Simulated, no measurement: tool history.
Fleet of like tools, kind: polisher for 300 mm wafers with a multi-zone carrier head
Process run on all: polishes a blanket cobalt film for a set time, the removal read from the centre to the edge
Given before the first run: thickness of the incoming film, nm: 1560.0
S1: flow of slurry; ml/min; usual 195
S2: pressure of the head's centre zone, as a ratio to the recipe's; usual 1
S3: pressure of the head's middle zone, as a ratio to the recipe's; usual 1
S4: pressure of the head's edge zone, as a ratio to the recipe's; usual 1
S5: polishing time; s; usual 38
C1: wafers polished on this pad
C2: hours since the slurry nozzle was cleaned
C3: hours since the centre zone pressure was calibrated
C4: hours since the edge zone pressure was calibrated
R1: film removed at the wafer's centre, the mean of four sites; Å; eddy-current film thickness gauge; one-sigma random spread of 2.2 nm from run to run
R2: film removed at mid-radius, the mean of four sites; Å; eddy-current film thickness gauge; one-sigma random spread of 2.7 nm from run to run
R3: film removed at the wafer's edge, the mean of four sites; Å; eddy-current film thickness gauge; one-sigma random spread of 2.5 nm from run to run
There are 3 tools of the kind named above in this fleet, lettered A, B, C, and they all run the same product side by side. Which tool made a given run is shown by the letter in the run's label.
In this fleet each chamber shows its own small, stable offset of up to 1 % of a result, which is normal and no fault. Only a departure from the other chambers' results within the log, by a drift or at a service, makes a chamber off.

run,hour,S1,S2,S3,S4,S5,C1,C2,C3,C4,R1,R2,R3
1B,4.7,195,1,1,1,38,482,73.6,48.8,1460.1,2336.8,2248.3,2334.7
2A,7.6,195,1,1,1,38,405,517.8,365.4,675.9,2317.5,2309,2306.3
3C,13.2,195,1,1,1,38,756,263.8,281.7,43.2,2345.5,2294.5,2302.2
4C,17.6,195,1,1,1,38,816,268.2,286.1,47.6,2376.9,2313.4,2321.7
5A,20.9,195,0.91,1.09,1,38,586,531.1,378.7,689.2,2051.8,2509.5,2283.5
6B,23.7,195,0.91,1.09,1,38,741,92.6,67.8,1479.1,2082.1,2442.7,2289.2
# hour 26.1: chamber B: edge zone pressure recalibrated
7A,26.3,195,0.91,1.09,1,38,660,536.5,384.1,694.6,2079.9,2445.8,2292.7
8C,29.7,195,1,1,1,38,982,280.3,298.2,59.7,2277.9,2284.1,2273.1
9B,32.6,195,1,1,1,38,863,101.5,76.7,6.6,2272.9,2280.7,2309.8
10B,36.8,195,1,1,1,26,920,105.7,80.9,10.8,1575.6,1539.4,1571.9
11C,41.4,195,1,1,1,26,1141,292,309.9,71.4,1574.3,1557.7,1585
12A,44.8,195,1,1,1,26,913,555,402.6,713.1,1553.9,1547.4,1557.9
# hour 48.7: chamber C: worn pad replaced by a new one
13A,48.7,195,1,1,1,38,966,558.9,406.5,717,2281.7,2308.2,2299.3
14B,51.7,195,1,1,1,38,1124,120.6,95.8,25.7,2310.8,2254,2308.5
15C,55.9,195,1,1,1,38,99,306.5,324.4,85.9,2296.9,2239,2332.9
16A,59.6,195,1,1,1,38,1115,569.8,417.4,727.9,2227.9,2257.7,2315
17C,64,195,1,1,1,38,210,314.6,332.5,94,2322.9,2266.2,2295.9
# hour 68.4: chamber B: worn pad replaced by a new one
18B,69,195,1,1,1,38,8,137.9,113.1,43,2311.4,2289.1,2310.4
19B,73.4,195,1,1,1,38,68,142.3,117.5,47.4,2269.8,2246.6,2274.1
20C,76.5,195,1,1,1,38,381,327.1,345,106.5,2299.9,2263.4,2307.3
21A,79.4,195,1,1,1,38,1386,589.6,437.2,747.7,2247.1,2249.6,2199.1
22B,84.4,195,1,1,1,38,219,153.3,128.5,58.4,2344.7,2306.1,2306
23A,88.9,195,1,1,1,38,1516,599.1,446.7,757.2,2172.2,2203.9,2238.3
24C,93.5,195,1,1,1,38,613,344.1,362,123.5,2325.3,2279.3,2301.8
25A,98,195,1,1,1,38,1640,608.2,455.8,766.3,2201,2198.3,2185.4
26C,101.1,195,1,1,1,38,717,351.7,369.6,131.1,2287.4,2279.2,2303.7
# hour 104.1: chamber A: edge zone pressure recalibrated
27B,105.7,195,1,1.04,1,38,510,174.6,149.8,79.7,2319,2365,2289.8
28C,109.7,195,1,1.04,1,38,834,360.3,378.2,139.7,2315.1,2350.9,2322.2
29A,113.7,195,1,1.04,1,38,1854,623.9,471.5,9.7,2128.7,2235.9,2168.2
30B,117.1,195,1,1,1,38,666,186,161.2,91.1,2281.1,2325.7,2358
31B,119.8,195,1,1,1,38,702,188.7,163.9,93.8,2308,2298.2,2262.3
32A,122.4,195,1,1,1,38,1973,632.6,480.2,18.4,2109,2189,2183.6
# hour 123.7: chamber C: worn pad replaced by a new one
33C,127,195,1,1,0.9,38,46,377.6,395.5,157,2301.4,2286.5,2175.6
34A,132.6,195,1,1,0.9,38,2113,642.8,490.4,28.6,2124.3,2147.8,2003.8
35B,136.2,195,1,1,0.9,38,927,205.1,180.3,110.2,2340.9,2224,2151.3
36C,142.1,195,1,1,1,38,252,392.7,410.6,172.1,2299.1,2243,2291.5
37B,145.2,195,1,1,1,38,1050,214.1,189.3,119.2,2307.4,2303.2,2278
38C,149.1,195,1,1,1,38,348,399.7,417.6,179.1,2302.6,2250.2,2252.8
39A,153,195,1,1,1,38,2392,663.2,510.8,49,2080.9,2079.3,2059.6
40A,156.1,195,1,1,1,38,2434,666.3,513.9,52.1,2053.2,2079.9,2065.3
41C,160,195,1,1,1,38,497,410.6,428.5,190,2327.8,2292.6,2262.4

Read the log: is a single chamber off, either drifting away or since a service, is the gauge that measures every chamber drifting, or is nothing wrong beyond small per-chamber offsets? Name any odd chamber and what most likely caused it.

Chamber A drifts away from the others.
Most likely cause: removal rate lost through wear of the pad, % = 10.3.
The log may not tell that from: slurry flow missing at the pad, %.

Which of the 4 candidates below, each the usual settings with something changed and its results left as question marks, puts chamber A back in line with what the other chambers give on the usual settings?
Allowed miss from the other chambers' usual-settings mean, per result, to count as in line: R1 77 Å; R2 94 Å; R3 86 Å
42A-1,164.2,190,0.99,1.01,1,34,,,,,?,?,?
42A-2,164.2,195,0.99,1,1,37,,,,,?,?,?
42A-3,164.2,195,1.01,1,1,39,,,,,?,?,?
42A-4,164.2,200,1.01,0.99,1,42,,,,,?,?,?

On the usual settings, the other chambers give on average: R1 2309 Å; R2 2278.4 Å; R3 2295.3 Å
run,R1,R2,R3
42A-1,1807.7,1860.5,1855.8
42A-2,1975.6,2014.1,2025.6
42A-3,2128.4,2122.7,2135.1
42A-4,2301.4,2273.5,2305.9
Change 42A-4 lands the chamber within the allowed miss of the other chambers.
